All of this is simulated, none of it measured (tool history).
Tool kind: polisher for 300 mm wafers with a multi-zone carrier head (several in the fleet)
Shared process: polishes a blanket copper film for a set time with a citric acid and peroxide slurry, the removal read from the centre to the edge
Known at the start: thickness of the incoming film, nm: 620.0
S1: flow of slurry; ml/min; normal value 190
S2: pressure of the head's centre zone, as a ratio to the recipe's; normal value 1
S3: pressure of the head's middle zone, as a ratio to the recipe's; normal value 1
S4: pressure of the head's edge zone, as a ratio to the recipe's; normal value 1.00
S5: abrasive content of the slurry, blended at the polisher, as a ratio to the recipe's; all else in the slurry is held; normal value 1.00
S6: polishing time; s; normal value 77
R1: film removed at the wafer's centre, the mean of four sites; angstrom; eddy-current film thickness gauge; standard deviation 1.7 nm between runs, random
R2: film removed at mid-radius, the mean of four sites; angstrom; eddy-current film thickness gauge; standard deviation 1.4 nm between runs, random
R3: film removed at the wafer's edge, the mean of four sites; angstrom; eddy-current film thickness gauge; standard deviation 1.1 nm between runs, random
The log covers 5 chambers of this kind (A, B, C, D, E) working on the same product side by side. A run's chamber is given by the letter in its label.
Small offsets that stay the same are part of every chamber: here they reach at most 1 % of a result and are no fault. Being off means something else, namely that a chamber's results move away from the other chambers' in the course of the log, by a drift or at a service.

run 1B hour=7.0 | S1=190 S2=1 S3=1 S4=1.00 S5=1.00 S6=77 | R1=1686.4 R2=1689.6 R3=1689.0
-- hour=7.9 chamber D: edge zone pressure recalibrated
run 2A hour=15.7 | S1=190 S2=1 S3=1 S4=1.00 S5=1.00 S6=77 | R1=1694.3 R2=1712.3 R3=1694.7
-- hour=16.6 chamber A: worn pad replaced by a new one
run 3D hour=24.6 | S1=190 S2=1 S3=1 S4=1.00 S5=1.00 S6=77 | R1=1698.8 R2=1674.7 R3=1711.9
run 4C hour=31.1 | S1=190 S2=1 S3=1 S4=1.00 S5=1.00 S6=77 | R1=1675.8 R2=1688.6 R3=1702.4
run 5E hour=39.2 | S1=190 S2=1 S3=1 S4=1.00 S5=1.00 S6=77 | R1=1676.5 R2=1709.8 R3=1710.4
run 6A hour=45.1 | S1=190 S2=1 S3=1 S4=1.00 S5=1.00 S6=77 | R1=1690.2 R2=1693.7 R3=1694.2
run 7E hour=53.5 | S1=190 S2=1 S3=1 S4=1.00 S5=1.00 S6=77 | R1=1704.8 R2=1699.9 R3=1690.6
-- hour=58.5 chamber E: worn pad replaced by a new one
run 8D hour=58.6 | S1=190 S2=1 S3=1 S4=1.00 S5=1.00 S6=77 | R1=1684.2 R2=1698.5 R3=1704.9
run 9B hour=66.2 | S1=190 S2=1 S3=1 S4=1.00 S5=1.00 S6=77 | R1=1665.8 R2=1693.7 R3=1712.6
-- hour=71.3 chamber D: worn pad replaced by a new one
run 10C hour=71.8 | S1=190 S2=1 S3=1 S4=1.00 S5=1.00 S6=77 | R1=1707.1 R2=1700.4 R3=1664.6
-- hour=74.2 chamber B: worn pad replaced by a new one
run 11A hour=78.3 | S1=240 S2=1 S3=1 S4=1.00 S5=1.00 S6=77 | R1=1749.9 R2=1773.9 R3=1749.9
-- hour=78.5 chamber B: slurry nozzle cleaned
-- hour=79.1 chamber C: worn pad replaced by a new one
-- hour=84.0 chamber A: centre zone pressure recalibrated
run 12D hour=84.3 | S1=240 S2=1 S3=1 S4=1.00 S5=1.00 S6=77 | R1=1725.2 R2=1741.7 R3=1745.7
run 13C hour=90.1 | S1=240 S2=1 S3=1 S4=1.00 S5=1.00 S6=77 | R1=1758.9 R2=1754.6 R3=1734.7
run 14B hour=99.1 | S1=240 S2=1 S3=1 S4=1.00 S5=1.00 S6=77 | R1=1769.9 R2=1765.9 R3=1741.1
run 15E hour=107.6 | S1=240 S2=1 S3=1 S4=1.00 S5=1.00 S6=77 | R1=1741.6 R2=1752.1 R3=1727.3
run 16B hour=115.7 | S1=190 S2=1 S3=1 S4=1.00 S5=1.00 S6=77 | R1=1710.2 R2=1715.3 R3=1706.5
run 17E hour=121.0 | S1=190 S2=1 S3=1 S4=1.00 S5=1.00 S6=77 | R1=1683.1 R2=1721.1 R3=1709.8
-- hour=124.4 chamber A: worn pad replaced by a new one
-- hour=127.0 chamber C: centre zone pressure recalibrated
run 18A hour=127.0 | S1=190 S2=1 S3=1 S4=1.05 S5=0.80 S6=77 | R1=1419.4 R2=1618.4 R3=1664.3
-- hour=133.4 chamber C: edge zone pressure recalibrated
-- hour=134.0 chamber E: slurry nozzle cleaned
run 19D hour=136.0 | S1=190 S2=1 S3=1 S4=1.05 S5=0.80 S6=77 | R1=1642.4 R2=1632.6 R3=1678.3
run 20C hour=143.5 | S1=190 S2=1 S3=1 S4=1.05 S5=0.80 S6=77 | R1=1595.1 R2=1638.7 R3=1654.4
run 21D hour=151.4 | S1=190 S2=1 S3=1 S4=1.05 S5=0.80 S6=77 | R1=1662.1 R2=1616.4 R3=1674.0
run 22E hour=156.0 | S1=190 S2=1 S3=1 S4=1.05 S5=0.80 S6=77 | R1=1629.9 R2=1632.0 R3=1658.3
-- hour=156.7 chamber B: worn pad replaced by a new one
-- hour=161.7 chamber E: worn pad replaced by a new one
run 23A hour=163.8 | S1=190 S2=1 S3=1 S4=1.00 S5=1.00 S6=77 | R1=1463.1 R2=1712.1 R3=1684.1
run 24B hour=169.7 | S1=190 S2=1 S3=1 S4=1.00 S5=1.00 S6=77 | R1=1710.1 R2=1685.0 R3=1703.8
run 25C hour=175.7 | S1=190 S2=1 S3=1 S4=1.00 S5=1.00 S6=77 | R1=1692.6 R2=1679.8 R3=1694.9
-- hour=180.2 chamber D: worn pad replaced by a new one
run 26B hour=181.9 | S1=190 S2=1 S3=1 S4=1.07 S5=1.00 S6=77 | R1=1698.2 R2=1691.8 R3=1733.5
-- hour=188.4 chamber C: worn pad replaced by a new one
run 27D hour=190.3 | S1=190 S2=1 S3=1 S4=1.07 S5=1.00 S6=77 | R1=1723.4 R2=1705.1 R3=1776.6
run 28E hour=196.9 | S1=190 S2=1 S3=1 S4=1.07 S5=1.00 S6=77 | R1=1707.0 R2=1696.4 R3=1759.2
run 29A hour=204.2 | S1=190 S2=1 S3=1 S4=1.07 S5=1.00 S6=77 | R1=1441.4 R2=1689.2 R3=1777.0
run 30C hour=212.0 | S1=190 S2=1 S3=1 S4=1.07 S5=1.00 S6=77 | R1=1679.3 R2=1667.5 R3=1748.4
run 31B hour=217.9 | S1=190 S2=1 S3=1 S4=1.00 S5=1.00 S6=77 | R1=1690.6 R2=1678.9 R3=1680.7
run 32C hour=222.7 | S1=190 S2=1 S3=1 S4=1.00 S5=1.00 S6=77 | R1=1713.1 R2=1688.8 R3=1687.9
run 33E hour=227.3 | S1=190 S2=1 S3=1 S4=1.00 S5=1.00 S6=77 | R1=1692.7 R2=1696.2 R3=1708.4
run 34A hour=234.7 | S1=155 S2=1 S3=1 S4=1.00 S5=0.75 S6=77 | R1=1323.6 R2=1560.3 R3=1576.2
run 35D hour=243.1 | S1=155 S2=1 S3=1 S4=1.00 S5=0.75 S6=77 | R1=1522.8 R2=1560.9 R3=1576.2
run 36C hour=249.2 | S1=155 S2=1 S3=1 S4=1.00 S5=0.75 S6=77 | R1=1516.6 R2=1563.0 R3=1555.9

Predict what each chamber gives when all 5 of them run the settings below next.
run 37A hour=255.7 | S1=190 S2=1 S3=1 S4=1.00 S5=1.00 S6=77 | R1=? R2=? R3=?
run 37B hour=255.7 | S1=190 S2=1 S3=1 S4=1.00 S5=1.00 S6=77 | R1=? R2=? R3=?
run 37C hour=255.7 | S1=190 S2=1 S3=1 S4=1.00 S5=1.00 S6=77 | R1=? R2=? R3=?
run 37D hour=255.7 | S1=190 S2=1 S3=1 S4=1.00 S5=1.00 S6=77 | R1=? R2=? R3=?
run 37E hour=255.7 | S1=190 S2=1 S3=1 S4=1.00 S5=1.00 S6=77 | R1=? R2=? R3=?

run=37A R1=1461.4 R2=1702.3 R3=1706.7
run=37B R1=1683.1 R2=1697.8 R3=1691.9
run=37C R1=1701.0 R2=1664.4 R3=1687.0
run=37D R1=1704.4 R2=1727.7 R3=1718.8
run=37E R1=1705.4 R2=1708.7 R3=1696.7
